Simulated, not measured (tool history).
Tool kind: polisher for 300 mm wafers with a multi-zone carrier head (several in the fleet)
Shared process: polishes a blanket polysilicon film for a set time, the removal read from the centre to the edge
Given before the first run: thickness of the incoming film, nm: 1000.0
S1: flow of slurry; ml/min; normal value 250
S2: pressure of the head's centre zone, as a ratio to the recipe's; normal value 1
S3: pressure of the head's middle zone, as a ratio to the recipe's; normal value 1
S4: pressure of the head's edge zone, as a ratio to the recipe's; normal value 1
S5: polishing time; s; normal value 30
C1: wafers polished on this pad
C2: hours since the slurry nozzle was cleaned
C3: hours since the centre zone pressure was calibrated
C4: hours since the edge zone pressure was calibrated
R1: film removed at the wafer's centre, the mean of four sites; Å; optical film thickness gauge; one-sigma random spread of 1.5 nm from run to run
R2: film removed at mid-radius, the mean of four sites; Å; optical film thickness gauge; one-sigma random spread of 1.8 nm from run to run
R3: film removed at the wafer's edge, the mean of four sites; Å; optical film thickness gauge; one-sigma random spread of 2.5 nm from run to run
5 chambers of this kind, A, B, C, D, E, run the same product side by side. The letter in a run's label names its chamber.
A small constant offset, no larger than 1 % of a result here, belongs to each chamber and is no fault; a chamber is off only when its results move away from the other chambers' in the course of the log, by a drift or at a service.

| run | hour | S1 | S2 | S3 | S4 | S5 | C1 | C2 | C3 | C4 | R1 | R2 | R3 |
|---|---|---|---|---|---|---|---|---|---|---|---|---|---|
|  | 10.8 | chamber B: centre zone pressure recalibrated |
| 1A | 11.2 | 250 | 1 | 1 | 1 | 30 | 180 | 146.9 | 366.9 | 354.1 | 2295.4 | 2276.4 | 2343.7 |
| 2E | 22.8 | 250 | 1 | 1 | 1 | 30 | 365 | 438.9 | 40.2 | 812.8 | 2292.9 | 2332.2 | 2355.8 |
| 3C | 33.5 | 250 | 1 | 1 | 1 | 30 | 1005 | 274.9 | 302.8 | 171.3 | 2325.1 | 2327.4 | 2275.4 |
| 4D | 40.8 | 250 | 1 | 1 | 1 | 30 | 799 | 465.4 | 345.1 | 146.7 | 2281.8 | 2325.1 | 2296 |
|  | 42.6 | chamber B: worn pad replaced by a new one |
|  | 44 | chamber E: worn pad replaced by a new one |
| 5B | 47.8 | 250 | 1 | 1 | 1 | 30 | 42 | 62.7 | 37.1 | 491.8 | 2344.7 | 2317.7 | 2318.4 |
| 6A | 57.5 | 250 | 1 | 1 | 1 | 30 | 553 | 193.2 | 413.2 | 400.4 | 2300.7 | 2291.9 | 2332.4 |
| 7E | 67.5 | 250 | 1 | 1 | 1 | 30 | 189 | 483.6 | 84.9 | 857.5 | 2306.7 | 2276.8 | 2287.6 |
| 8B | 77.8 | 250 | 1 | 1 | 1 | 30 | 284 | 92.7 | 67.1 | 521.8 | 2346.7 | 2315.5 | 2251.5 |
|  | 79.9 | chamber D: worn pad replaced by a new one |
|  | 82.5 | chamber E: edge zone pressure recalibrated |
|  | 84.3 | chamber C: worn pad replaced by a new one |
|  | 85.1 | chamber E: slurry nozzle cleaned |
| 9C | 90.4 | 250 | 1 | 1 | 1 | 30 | 49 | 331.8 | 359.7 | 228.2 | 2312.6 | 2296.7 | 2341.4 |
| 10D | 102.5 | 250 | 1 | 1 | 1 | 30 | 182 | 527.1 | 406.8 | 208.4 | 2315 | 2293.8 | 2313.3 |
|  | 106.3 | chamber E: worn pad replaced by a new one |
| 11B | 108.9 | 295 | 1 | 0.96 | 1 | 30 | 534 | 123.8 | 98.2 | 552.9 | 2350.1 | 2300.7 | 2299.4 |
| 12C | 118.6 | 295 | 1 | 0.96 | 1 | 30 | 276 | 360 | 387.9 | 256.4 | 2371 | 2261.5 | 2314.7 |
|  | 123.6 | chamber C: edge zone pressure recalibrated |
|  | 124.6 | chamber A: worn pad replaced by a new one |
| 13D | 128 | 295 | 1 | 0.96 | 1 | 30 | 387 | 552.6 | 432.3 | 233.9 | 2341 | 2275.4 | 2355.5 |
| 14A | 135.5 | 295 | 1 | 0.96 | 1 | 30 | 87 | 271.2 | 491.2 | 478.4 | 2300.1 | 2240.6 | 2350.5 |
| 15E | 145.3 | 295 | 1 | 0.96 | 1 | 30 | 314 | 60.3 | 162.7 | 62.8 | 2374.1 | 2283.5 | 2319.2 |
| 16E | 155.7 | 250 | 0.93 | 1 | 1 | 22 | 397 | 70.7 | 173.1 | 73.2 | 1553.2 | 1695.9 | 1682.3 |
|  | 157.1 | chamber B: worn pad replaced by a new one |
| 17D | 165.5 | 250 | 0.93 | 1 | 1 | 22 | 689 | 590.1 | 469.8 | 271.4 | 1552.4 | 1670.3 | 1708.4 |
|  | 168 | chamber E: worn pad replaced by a new one |
| 18B | 175.2 | 250 | 0.93 | 1 | 1 | 22 | 145 | 190.1 | 164.5 | 619.2 | 1576.8 | 1687.6 | 1693.5 |
| 19C | 183 | 250 | 0.93 | 1 | 1 | 22 | 795 | 424.4 | 452.3 | 59.4 | 1562.7 | 1709.4 | 1706.4 |
| 20A | 191.7 | 250 | 0.93 | 1 | 1 | 22 | 540 | 327.4 | 547.4 | 534.6 | 1550.9 | 1680.6 | 1719.7 |
| 21B | 199.3 | 250 | 1 | 1 | 1 | 30 | 339 | 214.2 | 188.6 | 643.3 | 2315.6 | 2348.3 | 2268.9 |
| 22D | 209 | 250 | 1 | 1 | 1 | 30 | 1040 | 633.6 | 513.3 | 314.9 | 2285.4 | 2288.2 | 2324.7 |
|  | 212.2 | chamber D: worn pad replaced by a new one |
|  | 215.9 | chamber C: centre zone pressure recalibrated |
| 23E | 218.9 | 250 | 1.04 | 1 | 1 | 30 | 410 | 133.9 | 236.3 | 136.4 | 2397.7 | 2272.5 | 2270.8 |
| 24C | 226.4 | 250 | 1.04 | 1 | 1 | 30 | 1144 | 467.8 | 10.6 | 102.8 | 2390.6 | 2310.3 | 2272.6 |
|  | 230.9 | chamber E: worn pad replaced by a new one |
| 25A | 240.7 | 250 | 1.04 | 1 | 1 | 30 | 934 | 376.4 | 596.4 | 583.6 | 2393.8 | 2276.1 | 2353.1 |
|  | 241.9 | chamber C: worn pad replaced by a new one |
| 26C | 252.1 | 250 | 1.04 | 1 | 1 | 30 | 82 | 493.5 | 36.3 | 128.5 | 2418.5 | 2313.9 | 2299.9 |
| 27A | 262.5 | 250 | 1.04 | 1 | 1 | 30 | 1110 | 398.2 | 618.2 | 605.4 | 2422.3 | 2298.9 | 2329.3 |
|  | 266.2 | chamber B: worn pad replaced by a new one |
| 28E | 274.4 | 290 | 1 | 1 | 1 | 30 | 350 | 189.4 | 291.8 | 191.9 | 2354.2 | 2360.7 | 2342.8 |
| 29D | 286.7 | 290 | 1 | 1 | 1 | 30 | 600 | 711.3 | 591 | 392.6 | 2333.3 | 2324.4 | 2337.3 |
|  | 297.9 | chamber E: worn pad replaced by a new one |
| 30B | 299.9 | 290 | 1 | 1 | 1 | 30 | 271 | 314.8 | 289.2 | 743.9 | 2353.1 | 2321.4 | 2316.4 |
| 31B | 308.9 | 290 | 1 | 1 | 1 | 30 | 344 | 323.8 | 298.2 | 752.9 | 2361.5 | 2394.5 | 2265.8 |
| 32D | 322.8 | 290 | 1 | 1 | 1 | 30 | 890 | 747.4 | 627.1 | 428.7 | 2335.7 | 2320.7 | 2288.5 |
| 33E | 337.6 | 250 | 1 | 1 | 1 | 30 | 320 | 252.6 | 355 | 255.1 | 2323.4 | 2333.7 | 2313.2 |
| 34C | 344.5 | 250 | 1 | 1 | 1 | 30 | 826 | 585.9 | 128.7 | 220.9 | 2330.5 | 2324.1 | 2286.1 |

Each of the 5 chambers runs these same settings next. Fill in every chamber's results:
| 35A | 355.1 | 250 | 1 | 1 | 1 | 30 |  |  |  |  | ? | ? | ? |
| 35B | 355.1 | 250 | 1 | 1 | 1 | 30 |  |  |  |  | ? | ? | ? |
| 35C | 355.1 | 250 | 1 | 1 | 1 | 30 |  |  |  |  | ? | ? | ? |
| 35D | 355.1 | 250 | 1 | 1 | 1 | 30 |  |  |  |  | ? | ? | ? |
| 35E | 355.1 | 250 | 1 | 1 | 1 | 30 |  |  |  |  | ? | ? | ? |

| run | R1 | R2 | R3 |
|---|---|---|---|
| 35A | 2288.3 | 2300.2 | 2328.8 |
| 35B | 2326.3 | 2305.3 | 2303.3 |
| 35C | 2298.1 | 2292 | 2303.3 |
| 35D | 2275.3 | 2267.3 | 2281.3 |
| 35E | 2298.8 | 2322.1 | 2296.5 |
